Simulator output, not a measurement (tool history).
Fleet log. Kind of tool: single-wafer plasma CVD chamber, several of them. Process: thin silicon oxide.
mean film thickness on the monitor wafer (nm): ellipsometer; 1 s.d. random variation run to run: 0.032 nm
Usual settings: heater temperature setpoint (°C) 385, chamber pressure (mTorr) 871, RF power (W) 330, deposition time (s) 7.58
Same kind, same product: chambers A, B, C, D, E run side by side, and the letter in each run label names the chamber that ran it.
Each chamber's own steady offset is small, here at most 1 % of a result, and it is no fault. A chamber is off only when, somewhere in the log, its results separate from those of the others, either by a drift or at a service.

| run | hour | heater temperature setpoint (°C) | chamber pressure (mTorr) | RF power (W) | deposition time (s) | hours since the last thermocouple change | hours since the last RF generator calibration | hours since the last manometer calibration | read-back reference wafer on the same gauge, thickness_nm | mean film thickness on the monitor wafer (nm) |
|---|---|---|---|---|---|---|---|---|---|---|
| 1A | 2.4 | 385 | 871 | 330 | 7.58 | 1630.5 | 1058.5 | 2590.8 | 12.700 | 15.714 |
| 2B | 7.3 | 385 | 871 | 330 | 7.58 | 1343.9 | 639.3 | 2454.7 | 12.696 | 15.851 |
| 3E | 10.6 | 385 | 871 | 330 | 7.58 | 720.8 | 1064.0 | 675.7 | 12.694 | 15.716 |
| 4D | 13.0 | 385 | 871 | 330 | 7.58 | 957.4 | 902.1 | 1298.8 | 12.705 | 15.683 |
| 5C | 16.1 | 385 | 871 | 330 | 7.58 | 498.4 | 1258.9 | 526.1 | 12.703 | 15.794 |
| 6B | 21.0 | 385 | 871 | 290 | 7.58 | 1357.6 | 653.0 | 2468.4 | 12.705 | 15.071 |
| 7C | 24.9 | 385 | 871 | 290 | 7.58 | 507.2 | 1267.7 | 534.9 | 12.695 | 14.983 |
| 8A | 27.5 | 385 | 871 | 290 | 7.58 | 1655.6 | 1083.6 | 2615.9 | 12.704 | 14.915 |
| 9D | 29.6 | 385 | 871 | 290 | 7.58 | 974.0 | 918.7 | 1315.4 | 12.703 | 14.940 |
| 10E | 33.4 | 385 | 871 | 290 | 7.58 | 743.6 | 1086.8 | 698.5 | 12.693 | 15.018 |
| 11A | 37.5 | 385 | 871 | 330 | 7.58 | 1665.6 | 1093.6 | 2625.9 | 12.699 | 15.737 |
| 12B | 39.7 | 385 | 871 | 330 | 7.58 | 1376.3 | 671.7 | 2487.1 | 12.706 | 15.854 |
| 13E | 42.3 | 385 | 871 | 330 | 7.58 | 752.5 | 1095.7 | 707.4 | 12.702 | 15.731 |
| 14C | 45.5 | 385 | 871 | 330 | 7.58 | 527.8 | 1288.3 | 555.5 | 12.700 | 15.774 |
| 15D | 47.8 | 385 | 871 | 330 | 7.58 | 992.2 | 936.9 | 1333.6 | 12.701 | 15.734 |
|  | 49.8 | chamber A: capacitance manometer re-zeroed and calibrated |
|  | 50.0 | chamber D: RF generator calibrated |
| 16E | 50.2 | 385 | 871 | 330 | 7.58 | 760.4 | 1103.6 | 715.3 | 12.700 | 15.772 |
| 17A | 53.3 | 385 | 871 | 330 | 7.58 | 1681.4 | 1109.4 | 3.6 | 12.707 | 15.498 |
| 18D | 56.7 | 385 | 871 | 330 | 7.58 | 1001.1 | 6.7 | 1342.5 | 12.701 | 15.722 |
| 19B | 59.7 | 385 | 871 | 330 | 7.58 | 1396.3 | 691.7 | 2507.1 | 12.703 | 15.862 |
| 20C | 64.6 | 385 | 871 | 330 | 7.58 | 546.9 | 1307.4 | 574.6 | 12.700 | 15.769 |
| 21A | 67.4 | 385 | 871 | 330 | 7.58 | 1695.5 | 1123.5 | 17.7 | 12.703 | 15.478 |
| 22E | 70.6 | 385 | 871 | 330 | 7.58 | 780.8 | 1124.0 | 735.7 | 12.695 | 15.763 |
| 23B | 74.1 | 385 | 871 | 330 | 7.58 | 1410.7 | 706.1 | 2521.5 | 12.702 | 15.881 |
| 24D | 78.9 | 385 | 1000 | 370 | 7.58 | 1023.3 | 28.9 | 1364.7 | 12.700 | 18.301 |
| 25C | 81.8 | 385 | 1000 | 370 | 7.58 | 564.1 | 1324.6 | 591.8 | 12.703 | 18.490 |
| 26E | 86.1 | 385 | 1000 | 370 | 7.58 | 796.3 | 1139.5 | 751.2 | 12.700 | 18.503 |
| 27D | 90.9 | 385 | 1000 | 370 | 7.58 | 1035.3 | 40.9 | 1376.7 | 12.704 | 18.307 |
|  | 92.7 | chamber B: thermocouple changed; heater temperature recalibrated |
| 28B | 95.2 | 385 | 1000 | 370 | 7.58 | 2.5 | 727.2 | 2542.6 | 12.694 | 18.526 |
| 29A | 98.0 | 385 | 871 | 330 | 7.58 | 1726.1 | 1154.1 | 48.3 | 12.701 | 15.403 |
| 30C | 102.5 | 385 | 1028 | 330 | 7.58 | 584.8 | 1345.3 | 612.5 | 12.706 | 17.881 |
| 31E | 105.1 | 385 | 1028 | 330 | 7.58 | 815.3 | 1158.5 | 770.2 | 12.701 | 17.959 |
| 32D | 109.4 | 385 | 1028 | 330 | 7.58 | 1053.8 | 59.4 | 1395.2 | 12.701 | 17.898 |
| 33A | 111.9 | 385 | 1028 | 330 | 7.58 | 1740.0 | 1168.0 | 62.2 | 12.702 | 17.659 |
| 34C | 114.1 | 385 | 1028 | 330 | 7.58 | 596.4 | 1356.9 | 624.1 | 12.700 | 17.998 |
| 35B | 117.1 | 385 | 871 | 330 | 7.58 | 24.4 | 749.1 | 2564.5 | 12.700 | 15.918 |
|  | 121.5 | chamber E: RF generator calibrated |
| 36D | 121.6 | 385 | 871 | 330 | 7.58 | 1066.0 | 71.6 | 1407.4 | 12.699 | 15.677 |
| 37C | 124.9 | 385 | 871 | 330 | 7.58 | 607.2 | 1367.7 | 634.9 | 12.697 | 15.793 |
| 38E | 128.6 | 385 | 871 | 330 | 7.58 | 838.8 | 7.1 | 793.7 | 12.696 | 15.751 |

Is one chamber out of step, is the gauge drifting, or do the chambers differ by no more than their own small offsets? For an off chamber, give its letter and the likeliest cause.

After it was serviced, chamber A no longer matches the other chambers.
What lies behind it: true pressure below the setpoint (%) = 1.75.

Here are 4 candidates for chamber A's next run, each the usual settings with a change, their results left as question marks. Which one brings its results back in line with what the others give on the usual settings?
In-line tolerance around the mean of the other chambers on the usual settings: mean film thickness on the monitor wafer (nm) 0.130
| 39A-1 | 132.1 | 385 | 861 | 330 | 7.51 |  |  |  |  | ? |
| 39A-2 | 132.1 | 385 | 871 | 330 | 7.62 |  |  |  |  | ? |
| 39A-3 | 132.1 | 385 | 881 | 330 | 7.65 |  |  |  |  | ? |
| 39A-4 | 132.1 | 385 | 868 | 330 | 7.56 |  |  |  |  | ? |

Other chambers, usual settings, mean: mean film thickness on the monitor wafer (nm) 15.783
| run | mean film thickness on the monitor wafer (nm) |
|---|---|
| 39A-1 | 15.189 |
| 39A-2 | 15.561 |
| 39A-3 | 15.774 |
| 39A-4 | 15.394 |
It is 39A-3 that realigns the chamber with its peers.
